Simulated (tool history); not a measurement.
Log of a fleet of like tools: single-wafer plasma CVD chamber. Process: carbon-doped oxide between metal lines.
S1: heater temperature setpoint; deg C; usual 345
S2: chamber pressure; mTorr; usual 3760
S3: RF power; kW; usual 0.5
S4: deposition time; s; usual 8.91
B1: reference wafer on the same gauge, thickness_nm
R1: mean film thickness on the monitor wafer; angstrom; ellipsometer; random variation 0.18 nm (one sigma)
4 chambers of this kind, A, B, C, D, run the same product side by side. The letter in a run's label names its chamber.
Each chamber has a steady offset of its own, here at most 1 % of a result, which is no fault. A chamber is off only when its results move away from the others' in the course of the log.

run    day   S1    S2    S3    S4      B1      R1
 1B  0.208  345  3760   0.5  8.91  49.818  451.53
 2C   0.35  345  3760   0.5  8.91  49.821   458.2
     0.396  -- chamber C: capacitance manometer re-zeroed and calibrated
 3A  0.554  345  3760   0.5  8.91   49.78  458.05
 4D   0.75  345  3760   0.5  8.91  49.805  456.08
 5A  0.888  345  3760   0.5  8.91   49.82  455.11
 6B  1.129  345  3760   0.5  8.91  49.786  452.77
 7D    1.3  345  3760   0.5  8.91  49.768  454.48
 8C  1.492  345  3760   0.5  8.91  49.783  455.33
 9D  1.725  345  3760   0.5  8.91  49.792  452.62
10A  1.938  345  3760   0.5  8.91  49.792  456.71
11B  2.108  345  3760   0.5  8.91  49.843  454.65
     2.158  -- chamber A: RF generator calibrated
12C   2.35  345  3760   0.5  8.91  49.781  457.27
13A  2.492  345  3760   0.5  8.91  49.791  455.49
14B  2.683  356  3230   0.5  8.91  49.814  427.83
15C  2.867  356  3230   0.5  8.91  49.865  434.25
16D  3.096  356  3230   0.5  8.91  49.804  427.72
17C  3.317  356  3230   0.5  8.91  49.842  434.07
18D  3.442  345  3760   0.5  8.91  49.866  449.11
19A  3.588  345  3760   0.5  8.91  49.884  455.59
20B    3.7  345  3760   0.5  8.91  49.852  450.25
21B  3.858  345  3760   0.5  8.91  49.854   453.8
22A  4.117  345  3760  0.58  8.91  49.841  498.67
23C  4.312  345  3760  0.58  8.91    49.8  500.91
24D  4.454  345  3760  0.58  8.91  49.797  488.84
25A  4.679  345  3760  0.58  8.91  49.817  499.14
26D  4.842  345  3760   0.5  8.91  49.736  441.26
27C  5.029  345  3760   0.5  8.91  49.808  457.27
28B  5.221  345  3760   0.5  8.91  49.796  449.43
29C  5.342  345  3760   0.5  8.91  49.809  458.46
30D  5.454  345  3760   0.5  8.91  49.755  440.72
31B   5.65  345  3760   0.5  8.91  49.791  452.08
32A  5.896  345  3760   0.5  8.91  49.761  454.34
33B  6.017  345  3760   0.5  8.91  49.819  451.43
34A  6.146  345  3760   0.5  8.91  49.857  457.24

Next, every chamber runs the same settings. What will each give?
35A  6.333  345  3760  0.5  8.91       ?
35B  6.333  345  3760  0.5  8.91       ?
35C  6.333  345  3760  0.5  8.91       ?
35D  6.333  345  3760  0.5  8.91       ?

run      R1
35A  453.05
35B  451.63
35C  455.89
35D  435.11

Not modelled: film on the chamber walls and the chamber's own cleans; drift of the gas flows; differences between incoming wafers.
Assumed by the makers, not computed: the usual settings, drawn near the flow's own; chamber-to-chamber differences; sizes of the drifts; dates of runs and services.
